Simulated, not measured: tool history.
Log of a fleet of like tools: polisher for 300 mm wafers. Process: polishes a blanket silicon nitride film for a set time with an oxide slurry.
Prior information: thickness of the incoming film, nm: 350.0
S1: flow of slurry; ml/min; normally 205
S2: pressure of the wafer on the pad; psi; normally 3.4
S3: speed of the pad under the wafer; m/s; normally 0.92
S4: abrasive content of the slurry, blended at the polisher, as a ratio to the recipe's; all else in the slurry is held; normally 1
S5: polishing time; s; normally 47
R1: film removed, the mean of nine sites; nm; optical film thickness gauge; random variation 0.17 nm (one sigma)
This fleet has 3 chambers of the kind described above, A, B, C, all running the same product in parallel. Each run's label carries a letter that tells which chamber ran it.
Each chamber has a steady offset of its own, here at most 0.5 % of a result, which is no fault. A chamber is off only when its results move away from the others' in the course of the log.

run,hour,S1,S2,S3,S4,S5,R1
1B,5.7,205,3.4,0.92,1,47,22.447
2C,11.8,205,3.4,0.92,1,47,22.153
3A,18.8,205,3.4,0.92,1,47,22.77
# hour 20.4: chamber B: worn pad replaced by a new one
4B,28.8,205,3.4,0.92,1,47,22.62
# hour 32: chamber A: worn pad replaced by a new one
5A,36.5,205,3.4,0.92,1,47,22.757
# hour 39.5: chamber C: worn pad replaced by a new one
6C,46.7,205,3.4,0.92,1,47,22.728
7C,51.8,205,3.4,0.92,0.8,47,20.255
# hour 53.6: chamber C: slurry nozzle cleaned
# hour 56.6: chamber B: slurry blender recalibrated
8B,59.7,205,3.4,0.92,0.8,47,20.314
# hour 67.5: chamber A: worn pad replaced by a new one
9A,68.5,205,3.4,0.92,0.8,47,20.452
# hour 75.9: chamber B: worn pad replaced by a new one
# hour 76.4: chamber A: head pressure recalibrated
10B,78.1,205,3.4,0.92,1,47,22.911
11C,83.7,205,3.4,0.92,1,47,22.716
12A,92.2,205,3.4,0.92,0.85,47,19.479
13C,102,205,3.4,0.92,0.85,47,20.713
# hour 105.3: chamber C: worn pad replaced by a new one
# hour 105.6: chamber A: worn pad replaced by a new one
14B,110.9,205,3.4,0.92,0.85,47,20.827
15A,120.6,205,3.4,0.76,1,47,18.258
# hour 122.8: chamber B: worn pad replaced by a new one
16A,128.6,205,3.4,0.76,1,47,17.951
17C,138.7,205,3.4,0.76,1,47,19.46
# hour 142.5: chamber A: worn pad replaced by a new one
18B,146.8,205,3.4,0.92,1,47,22.712
19C,154.7,205,3.4,0.92,1,47,22.652
# hour 156.7: chamber A: conditioning disc replaced and pad reconditioned
20B,163.8,205,3.4,0.92,1,47,22.639
# hour 167.5: chamber C: worn pad replaced by a new one
# hour 169.7: chamber B: worn pad replaced by a new one
21A,173.7,205,3.4,0.92,1,47,21.282
22C,183.7,205,3.4,0.92,1,47,22.672
23B,189.7,205,3.4,0.92,1,47,22.513

The same settings go to every chamber for the next run, one line per chamber below. Forecast the results for each:
24A,197.1,155,3.4,0.92,1,47,?
24B,197.1,155,3.4,0.92,1,47,?
24C,197.1,155,3.4,0.92,1,47,?

run,R1
24A,20.37
24B,21.782
24C,21.782
